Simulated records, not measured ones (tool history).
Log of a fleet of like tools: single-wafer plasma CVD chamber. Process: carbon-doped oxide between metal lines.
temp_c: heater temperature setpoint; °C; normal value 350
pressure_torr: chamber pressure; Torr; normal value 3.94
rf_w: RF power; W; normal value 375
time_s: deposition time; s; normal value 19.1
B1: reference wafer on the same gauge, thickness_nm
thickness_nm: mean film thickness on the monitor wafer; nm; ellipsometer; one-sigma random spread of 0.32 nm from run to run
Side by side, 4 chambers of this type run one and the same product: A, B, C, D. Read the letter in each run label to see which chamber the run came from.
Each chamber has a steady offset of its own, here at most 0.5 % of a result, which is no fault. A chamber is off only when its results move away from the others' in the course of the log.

run 1A hour=5.6 | temp_c=350 pressure_torr=3.94 rf_w=375 time_s=19.1 | B1=70.88 | thickness_nm=76.554
run 2D hour=14.6 | temp_c=350 pressure_torr=3.94 rf_w=375 time_s=19.1 | B1=70.907 | thickness_nm=77.45
run 3C hour=20.7 | temp_c=350 pressure_torr=3.94 rf_w=375 time_s=19.1 | B1=70.891 | thickness_nm=76.533
run 4B hour=26.1 | temp_c=350 pressure_torr=3.94 rf_w=375 time_s=19.1 | B1=70.878 | thickness_nm=78.161
run 5C hour=33.4 | temp_c=350 pressure_torr=3.94 rf_w=375 time_s=19.1 | B1=70.888 | thickness_nm=76.96
run 6B hour=37.3 | temp_c=350 pressure_torr=3.94 rf_w=375 time_s=19.1 | B1=70.771 | thickness_nm=76.5
run 7A hour=44.6 | temp_c=350 pressure_torr=3.94 rf_w=375 time_s=19.1 | B1=70.908 | thickness_nm=77.087
run 8D hour=50.3 | temp_c=357 pressure_torr=3.94 rf_w=375 time_s=17.8 | B1=70.801 | thickness_nm=71.114
run 9B hour=58.7 | temp_c=357 pressure_torr=3.94 rf_w=375 time_s=17.8 | B1=70.919 | thickness_nm=70.216
run 10C hour=65.5 | temp_c=357 pressure_torr=3.94 rf_w=375 time_s=17.8 | B1=70.925 | thickness_nm=70.565
-- hour=66.6 chamber C: RF generator calibrated
run 11A hour=71 | temp_c=357 pressure_torr=3.94 rf_w=375 time_s=17.8 | B1=70.939 | thickness_nm=70.543
run 12D hour=79.9 | temp_c=350 pressure_torr=3.94 rf_w=375 time_s=19.1 | B1=70.844 | thickness_nm=77.935
run 13A hour=88.8 | temp_c=350 pressure_torr=3.94 rf_w=375 time_s=19.1 | B1=70.989 | thickness_nm=77.256
run 14B hour=97.6 | temp_c=350 pressure_torr=3.94 rf_w=375 time_s=19.1 | B1=70.836 | thickness_nm=76.071
-- hour=99.8 chamber A: capacitance manometer re-zeroed and calibrated
run 15C hour=105.3 | temp_c=350 pressure_torr=3.94 rf_w=375 time_s=19.1 | B1=70.883 | thickness_nm=76.999
run 16D hour=111.1 | temp_c=350 pressure_torr=3.94 rf_w=375 time_s=19.1 | B1=70.936 | thickness_nm=77.756
run 17C hour=119.4 | temp_c=350 pressure_torr=3.94 rf_w=375 time_s=19.1 | B1=70.935 | thickness_nm=77.141
run 18B hour=126.6 | temp_c=350 pressure_torr=3.94 rf_w=375 time_s=19.1 | B1=70.891 | thickness_nm=75.594
run 19D hour=133.7 | temp_c=350 pressure_torr=3.94 rf_w=375 time_s=19.1 | B1=70.813 | thickness_nm=77.746
run 20A hour=141.8 | temp_c=350 pressure_torr=3.94 rf_w=375 time_s=19.1 | B1=70.86 | thickness_nm=77.525
run 21A hour=150.6 | temp_c=350 pressure_torr=3.94 rf_w=375 time_s=19.1 | B1=70.876 | thickness_nm=77.314
run 22C hour=158.7 | temp_c=350 pressure_torr=3.94 rf_w=375 time_s=19.1 | B1=70.883 | thickness_nm=76.954
run 23D hour=163.2 | temp_c=350 pressure_torr=3.94 rf_w=375 time_s=19.1 | B1=70.853 | thickness_nm=77.605
run 24B hour=167.8 | temp_c=350 pressure_torr=3.94 rf_w=375 time_s=19.1 | B1=70.905 | thickness_nm=74.437
-- hour=170.3 chamber D: RF generator calibrated
run 25C hour=171.9 | temp_c=350 pressure_torr=3.94 rf_w=375 time_s=19.1 | B1=70.912 | thickness_nm=77.059
run 26D hour=179 | temp_c=350 pressure_torr=3.94 rf_w=375 time_s=19.1 | B1=70.918 | thickness_nm=78.218
run 27B hour=184.9 | temp_c=350 pressure_torr=3.94 rf_w=375 time_s=19.1 | B1=70.941 | thickness_nm=74.135
run 28A hour=191.8 | temp_c=350 pressure_torr=3.94 rf_w=375 time_s=19.1 | B1=70.958 | thickness_nm=76.904
run 29A hour=199.4 | temp_c=350 pressure_torr=3.94 rf_w=375 time_s=19.1 | B1=70.947 | thickness_nm=76.938
run 30C hour=204.8 | temp_c=350 pressure_torr=3.94 rf_w=375 time_s=19.1 | B1=70.924 | thickness_nm=76.828

Has any chamber moved away from the others, gradually or after a service, or does the common gauge drift, or do the chambers differ only by their own small steady offsets? State the chamber and the most likely cause if one applies.

Little by little, chamber B moves away from the other chambers.
Cause: delivered RF power below the setpoint (%) = 6.67.

Here are 4 candidates for chamber B's next run, each the usual settings with a change, their results left as question marks. Which one brings its results back in line with what the others give on the usual settings?
Maximum distance from the other chambers' mean on the usual settings for a result to count as in line: thickness_nm 1.1 nm
run 31B-1 hour=211.3 | temp_c=349 pressure_torr=4 rf_w=400 time_s=19.1 | thickness_nm=?
run 31B-2 hour=211.3 | temp_c=351 pressure_torr=3.91 rf_w=365 time_s=18.5 | thickness_nm=?
run 31B-3 hour=211.3 | temp_c=350 pressure_torr=3.94 rf_w=365 time_s=19.1 | thickness_nm=?
run 31B-4 hour=211.3 | temp_c=350 pressure_torr=3.95 rf_w=375 time_s=19.4 | thickness_nm=?

Usual-settings mean across the other chambers: thickness_nm 77.391 nm
run=31B-1 thickness_nm=77.657
run=31B-2 thickness_nm=69.61
run=31B-3 thickness_nm=72.1
run=31B-4 thickness_nm=74.749
Change 31B-1 lands the chamber within the allowed miss of the other chambers.
